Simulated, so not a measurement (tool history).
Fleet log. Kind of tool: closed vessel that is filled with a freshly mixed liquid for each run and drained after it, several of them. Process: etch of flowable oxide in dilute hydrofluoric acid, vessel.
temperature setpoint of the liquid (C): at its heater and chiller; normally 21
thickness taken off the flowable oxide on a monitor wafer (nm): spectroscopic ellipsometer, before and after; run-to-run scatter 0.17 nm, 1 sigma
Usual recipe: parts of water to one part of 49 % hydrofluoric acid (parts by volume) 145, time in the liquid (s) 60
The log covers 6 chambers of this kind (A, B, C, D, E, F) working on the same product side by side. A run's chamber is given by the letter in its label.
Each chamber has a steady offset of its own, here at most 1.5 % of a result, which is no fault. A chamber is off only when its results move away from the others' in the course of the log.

| run | hour | temperature setpoint of the liquid (C) | parts of water to one part of 49 % hydrofluoric acid (parts by volume) | time in the liquid (s) | read-back film thickness of the flowable oxide reference wafer, read on the same gauge (nm) | thickness taken off the flowable oxide on a monitor wafer (nm) |
|---|---|---|---|---|---|---|
| 1E | 7.6 | 21 | 145 | 60 | 40.01 | 18.397 |
| 2F | 19.3 | 21 | 145 | 60 | 39.983 | 17.985 |
| 3D | 29.6 | 21 | 145 | 60 | 40.017 | 17.853 |
| 4A | 35.2 | 21 | 145 | 60 | 39.97 | 18.041 |
| 5B | 41.3 | 21 | 145 | 60 | 39.993 | 18.223 |
| 6C | 52.9 | 21 | 145 | 60 | 40.007 | 18.611 |
| 7A | 63.7 | 21 | 145 | 60 | 40.005 | 18.108 |
| 8B | 69.8 | 21 | 145 | 60 | 39.985 | 18.711 |
| 9C | 75.8 | 21 | 145 | 60 | 39.952 | 18.451 |
| 10F | 83 | 21 | 145 | 95 | 40.021 | 28.517 |
| 11D | 89.3 | 21 | 145 | 95 | 40.001 | 28.799 |
|  | 89.5 | chamber B: thermometer replaced |
| 12E | 95.1 | 21 | 145 | 95 | 40.015 | 29.141 |
| 13D | 101.1 | 21 | 145 | 95 | 40.015 | 28.871 |
| 14C | 110.7 | 21 | 145 | 95 | 39.976 | 29.138 |
| 15E | 122.6 | 21 | 145 | 95 | 40.017 | 28.991 |
| 16B | 128.1 | 21 | 145 | 60 | 40.018 | 18.416 |
| 17A | 139.9 | 21 | 145 | 60 | 40.002 | 17.988 |
| 18F | 147.2 | 21 | 145 | 60 | 39.98 | 18.04 |
| 19E | 156.8 | 21 | 145 | 60 | 39.977 | 18.265 |
| 20F | 163.5 | 21 | 145 | 60 | 40.002 | 17.823 |
| 21B | 175 | 23 | 145 | 60 | 40.008 | 20.139 |
| 22D | 180.7 | 23 | 145 | 60 | 39.994 | 20.029 |
| 23A | 191.1 | 23 | 145 | 60 | 40.013 | 19.456 |
| 24C | 199.3 | 23 | 145 | 60 | 39.994 | 19.8 |
| 25F | 206.9 | 23 | 145 | 60 | 39.984 | 19.514 |
| 26A | 214.4 | 23 | 145 | 60 | 39.968 | 19.455 |
| 27E | 222.1 | 17.5 | 145 | 45 | 40.007 | 11.964 |
| 28C | 233.7 | 17.5 | 145 | 45 | 40 | 12.043 |
| 29D | 242 | 17.5 | 145 | 45 | 39.998 | 12.118 |
| 30B | 249.4 | 17.5 | 145 | 45 | 39.991 | 11.888 |
|  | 253.8 | chamber B: hydrofluoric acid flow meter replaced |
| 31A | 256.7 | 17.5 | 145 | 45 | 39.978 | 11.868 |
| 32F | 264.2 | 17.5 | 145 | 45 | 40.008 | 11.857 |
| 33E | 274.9 | 21 | 145 | 60 | 40.011 | 17.847 |
| 34C | 281.6 | 19 | 125 | 60 | 39.995 | 19.893 |
| 35B | 289 | 19 | 125 | 60 | 40.028 | 20.269 |
| 36D | 294.9 | 19 | 125 | 60 | 39.969 | 20.006 |
| 37E | 306.2 | 19 | 125 | 60 | 39.997 | 19.966 |
| 38F | 313.5 | 19 | 125 | 60 | 40.009 | 19.576 |
| 39C | 318.9 | 19 | 125 | 60 | 40.007 | 19.766 |
| 40A | 327.8 | 21 | 145 | 60 | 39.986 | 17.862 |
| 41B | 335.9 | 21 | 145 | 60 | 39.995 | 18.117 |
| 42D | 344.1 | 17 | 145 | 60 | 40.011 | 15.564 |

Is one chamber out of step, is the gauge drifting, or do the chambers differ by no more than their own small offsets? For an off chamber, give its letter and the likeliest cause.

Nothing is wrong: each chamber keeps only its own small, steady offset and the gauge holds still.

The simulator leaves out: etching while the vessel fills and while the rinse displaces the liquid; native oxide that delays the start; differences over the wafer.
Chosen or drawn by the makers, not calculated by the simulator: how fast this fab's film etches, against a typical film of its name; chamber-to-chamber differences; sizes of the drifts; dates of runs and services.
